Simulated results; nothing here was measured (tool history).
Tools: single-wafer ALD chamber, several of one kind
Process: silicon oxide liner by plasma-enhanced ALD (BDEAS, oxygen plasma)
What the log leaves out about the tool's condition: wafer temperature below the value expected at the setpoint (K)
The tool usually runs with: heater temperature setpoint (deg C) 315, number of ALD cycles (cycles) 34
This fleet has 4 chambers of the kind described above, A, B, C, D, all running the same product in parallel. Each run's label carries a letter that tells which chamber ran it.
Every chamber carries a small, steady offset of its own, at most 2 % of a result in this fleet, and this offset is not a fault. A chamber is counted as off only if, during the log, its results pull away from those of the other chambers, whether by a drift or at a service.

run	hour	heater temperature setpoint (deg C)	number of ALD cycles (cycles)	hours since the last thermocouple change	read-back reference wafer on the same gauge, thickness_nm	mean film thickness on the monitor wafer (nm)
1C	5.4	315	34	1385.3	3.5306	3.0919
2A	11.4	315	34	850.2	3.5279	3.0941
3D	15.8	315	34	375.2	3.5285	3.1476
4B	21.7	315	34	2513.7	3.5305	3.0503
# hour 24.9: chamber B: thermocouple changed; heater temperature recalibrated
5A	26.3	315	34	865.1	3.5315	3.1273
6B	31.6	315	34	6.7	3.5276	3.0312
7C	35.8	315	34	1415.7	3.5273	3.0974
8D	38.8	315	34	398.2	3.5298	3.1397
9C	43.6	315	34	1423.5	3.5313	3.0932
10B	47.3	315	34	22.4	3.5283	3.0650
11A	50.3	315	34	889.1	3.5317	3.1054
12D	56.3	315	34	415.7	3.5304	3.1343
13A	61.7	315	34	900.5	3.5288	3.1134
14B	65.3	315	34	40.4	3.5287	3.0527
15D	69.1	315	34	428.5	3.5309	3.1152
16C	74.9	315	34	1454.8	3.5294	3.1049
17A	79.0	315	34	917.8	3.5286	3.1134
18B	83.8	315	34	58.9	3.5274	3.0406
19C	87.3	315	34	1467.2	3.5273	3.0893
20D	91.5	315	34	450.9	3.5290	3.1139
21D	95.0	315	34	454.4	3.5280	3.1261
22C	100.3	315	34	1480.2	3.5287	3.0895
23A	104.6	315	34	943.4	3.5305	3.1147
24B	108.6	315	34	83.7	3.5287	3.0303
25C	112.0	315	34	1491.9	3.5315	3.0815
26B	114.9	315	34	90.0	3.5323	3.0388
27A	118.8	315	34	957.6	3.5294	3.0993
28D	123.7	329	34	483.1	3.5313	3.0951
29A	126.6	329	34	965.4	3.5282	3.0379
30C	129.3	329	34	1509.2	3.5306	3.0573
31D	133.0	329	34	492.4	3.5331	3.0633
32B	138.3	315	34	113.4	3.5281	3.0522
33B	143.4	315	34	118.5	3.5311	3.0525
34A	148.7	315	34	987.5	3.5306	3.1168
35D	151.4	315	34	510.8	3.5270	3.1293

Each of the 4 chambers runs these same settings next. Fill in every chamber's results:
36A	155.7	315	34			?
36B	155.7	315	34			?
36C	155.7	315	34			?
36D	155.7	315	34			?

run	mean film thickness on the monitor wafer (nm)
36A	3.1268
36B	3.0376
36C	3.0729
36D	3.1370
